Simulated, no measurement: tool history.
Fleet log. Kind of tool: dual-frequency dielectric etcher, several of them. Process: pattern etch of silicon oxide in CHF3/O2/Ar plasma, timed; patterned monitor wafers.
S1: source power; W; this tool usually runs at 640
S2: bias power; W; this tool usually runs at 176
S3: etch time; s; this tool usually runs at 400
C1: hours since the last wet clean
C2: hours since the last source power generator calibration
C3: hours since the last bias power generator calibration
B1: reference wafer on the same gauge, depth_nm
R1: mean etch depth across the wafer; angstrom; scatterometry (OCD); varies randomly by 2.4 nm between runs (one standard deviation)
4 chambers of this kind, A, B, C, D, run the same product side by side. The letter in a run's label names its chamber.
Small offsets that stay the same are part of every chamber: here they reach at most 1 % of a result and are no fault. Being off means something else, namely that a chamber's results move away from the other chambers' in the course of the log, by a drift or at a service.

run 1D hour=10.1 | S1=640 S2=176 S3=400 | C1=321.2 C2=1014.9 C3=2414.1 | B1=807.11 | R1=8007.2
-- hour=13.3 chamber A: wet clean of the chamber
run 2B hour=17.8 | S1=640 S2=176 S3=400 | C1=419.9 C2=1936.7 C3=2607.9 | B1=807.98 | R1=7978.5
run 3C hour=23.7 | S1=640 S2=176 S3=400 | C1=32.8 C2=618.6 C3=1476.6 | B1=806.94 | R1=7970.2
run 4A hour=32.5 | S1=640 S2=176 S3=400 | C1=19.3 C2=1556.9 C3=1020.2 | B1=806.83 | R1=8040.7
run 5A hour=38.6 | S1=640 S2=176 S3=400 | C1=25.4 C2=1563 C3=1026.3 | B1=807.1 | R1=8041.3
run 6C hour=45.5 | S1=640 S2=210 S3=400 | C1=54.6 C2=640.4 C3=1498.4 | B1=807.41 | R1=8442.9
run 7B hour=53.8 | S1=640 S2=210 S3=400 | C1=455.9 C2=1972.7 C3=2643.9 | B1=806.89 | R1=8480
run 8D hour=61.4 | S1=640 S2=210 S3=400 | C1=372.5 C2=1066.2 C3=2465.4 | B1=806.34 | R1=8533.3
run 9D hour=72.1 | S1=640 S2=210 S3=400 | C1=383.2 C2=1076.9 C3=2476.1 | B1=806.7 | R1=8495.6
run 10C hour=79 | S1=640 S2=176 S3=400 | C1=88.1 C2=673.9 C3=1531.9 | B1=807.14 | R1=8014.2
run 11B hour=85.7 | S1=640 S2=176 S3=400 | C1=487.8 C2=2004.6 C3=2675.8 | B1=806.61 | R1=7957.4
run 12A hour=92.8 | S1=640 S2=176 S3=400 | C1=79.6 C2=1617.2 C3=1080.5 | B1=807.82 | R1=8056.2
run 13C hour=101.1 | S1=640 S2=176 S3=400 | C1=110.2 C2=696 C3=1554 | B1=807 | R1=7964.2
run 14A hour=106.8 | S1=640 S2=176 S3=400 | C1=93.6 C2=1631.2 C3=1094.5 | B1=807.06 | R1=8002.8
run 15B hour=113.5 | S1=640 S2=176 S3=400 | C1=515.6 C2=2032.4 C3=2703.6 | B1=807.27 | R1=8005.5
run 16D hour=121.9 | S1=640 S2=194 S3=400 | C1=433 C2=1126.7 C3=2525.9 | B1=807.22 | R1=8239.5
run 17B hour=131.1 | S1=640 S2=194 S3=400 | C1=533.2 C2=2050 C3=2721.2 | B1=806.76 | R1=8258.7
-- hour=132.7 chamber B: wet clean of the chamber
run 18D hour=140.7 | S1=640 S2=194 S3=400 | C1=451.8 C2=1145.5 C3=2544.7 | B1=807.01 | R1=8278.2
run 19A hour=150.1 | S1=640 S2=194 S3=400 | C1=136.9 C2=1674.5 C3=1137.8 | B1=807.16 | R1=8331.9
run 20C hour=155.1 | S1=690 S2=176 S3=400 | C1=164.2 C2=750 C3=1608 | B1=807.66 | R1=8230
run 21D hour=162.9 | S1=690 S2=176 S3=400 | C1=474 C2=1167.7 C3=2566.9 | B1=807.26 | R1=8211
run 22A hour=172.7 | S1=690 S2=176 S3=400 | C1=159.5 C2=1697.1 C3=1160.4 | B1=806.44 | R1=8258.9
-- hour=176.9 chamber D: wet clean of the chamber
run 23C hour=181.6 | S1=690 S2=176 S3=400 | C1=190.7 C2=776.5 C3=1634.5 | B1=806.61 | R1=8234.3
run 24B hour=188.8 | S1=640 S2=176 S3=400 | C1=56.1 C2=2107.7 C3=2778.9 | B1=807.07 | R1=8004.6
run 25A hour=195.2 | S1=640 S2=176 S3=400 | C1=182 C2=1719.6 C3=1182.9 | B1=807.23 | R1=8026
run 26B hour=201.6 | S1=640 S2=176 S3=400 | C1=68.9 C2=2120.5 C3=2791.7 | B1=807.63 | R1=7999.7
run 27C hour=210.3 | S1=640 S2=176 S3=400 | C1=219.4 C2=805.2 C3=1663.2 | B1=807.76 | R1=8009
run 28D hour=216.2 | S1=640 S2=176 S3=400 | C1=39.3 C2=1221 C3=2620.2 | B1=806.81 | R1=7959.1
run 29C hour=226.9 | S1=640 S2=176 S3=400 | C1=236 C2=821.8 C3=1679.8 | B1=807.92 | R1=7980.6
-- hour=228.4 chamber B: bias power generator calibrated
run 30D hour=235.4 | S1=640 S2=176 S3=400 | C1=58.5 C2=1240.2 C3=2639.4 | B1=806.44 | R1=7980.9
run 31B hour=245.2 | S1=640 S2=176 S3=400 | C1=112.5 C2=2164.1 C3=16.9 | B1=807.28 | R1=7996
run 32A hour=253.5 | S1=640 S2=176 S3=400 | C1=240.3 C2=1777.9 C3=1241.2 | B1=806.85 | R1=8057.7
run 33D hour=263.2 | S1=640 S2=176 S3=400 | C1=86.3 C2=1268 C3=2667.2 | B1=807.07 | R1=8029.9
run 34C hour=270.5 | S1=640 S2=176 S3=400 | C1=279.6 C2=865.4 C3=1723.4 | B1=806.69 | R1=7997.2
run 35A hour=281.2 | S1=790 S2=190 S3=400 | C1=268 C2=1805.6 C3=1268.9 | B1=807.14 | R1=8960.7
run 36B hour=289.4 | S1=790 S2=190 S3=400 | C1=156.7 C2=2208.3 C3=61.1 | B1=807.27 | R1=8890.6
run 37B hour=300.6 | S1=790 S2=190 S3=400 | C1=167.9 C2=2219.5 C3=72.3 | B1=806.8 | R1=8917.3
run 38A hour=308.2 | S1=790 S2=190 S3=400 | C1=295 C2=1832.6 C3=1295.9 | B1=807.25 | R1=8929.6
run 39D hour=318.8 | S1=640 S2=176 S3=400 | C1=141.9 C2=1323.6 C3=2722.8 | B1=806.55 | R1=7980.6
run 40C hour=327.9 | S1=640 S2=176 S3=400 | C1=337 C2=922.8 C3=1780.8 | B1=806.57 | R1=7952.3
run 41C hour=336.4 | S1=640 S2=176 S3=400 | C1=345.5 C2=931.3 C3=1789.3 | B1=806.88 | R1=7945.5
run 42A hour=344.9 | S1=640 S2=176 S3=400 | C1=331.7 C2=1869.3 C3=1332.6 | B1=807.2 | R1=8056

Is one chamber out of step, is the gauge drifting, or do the chambers differ by no more than their own small offsets? For an off chamber, give its letter and the likeliest cause.

No chamber stands off beyond its own small offset, and the gauge holds steady.

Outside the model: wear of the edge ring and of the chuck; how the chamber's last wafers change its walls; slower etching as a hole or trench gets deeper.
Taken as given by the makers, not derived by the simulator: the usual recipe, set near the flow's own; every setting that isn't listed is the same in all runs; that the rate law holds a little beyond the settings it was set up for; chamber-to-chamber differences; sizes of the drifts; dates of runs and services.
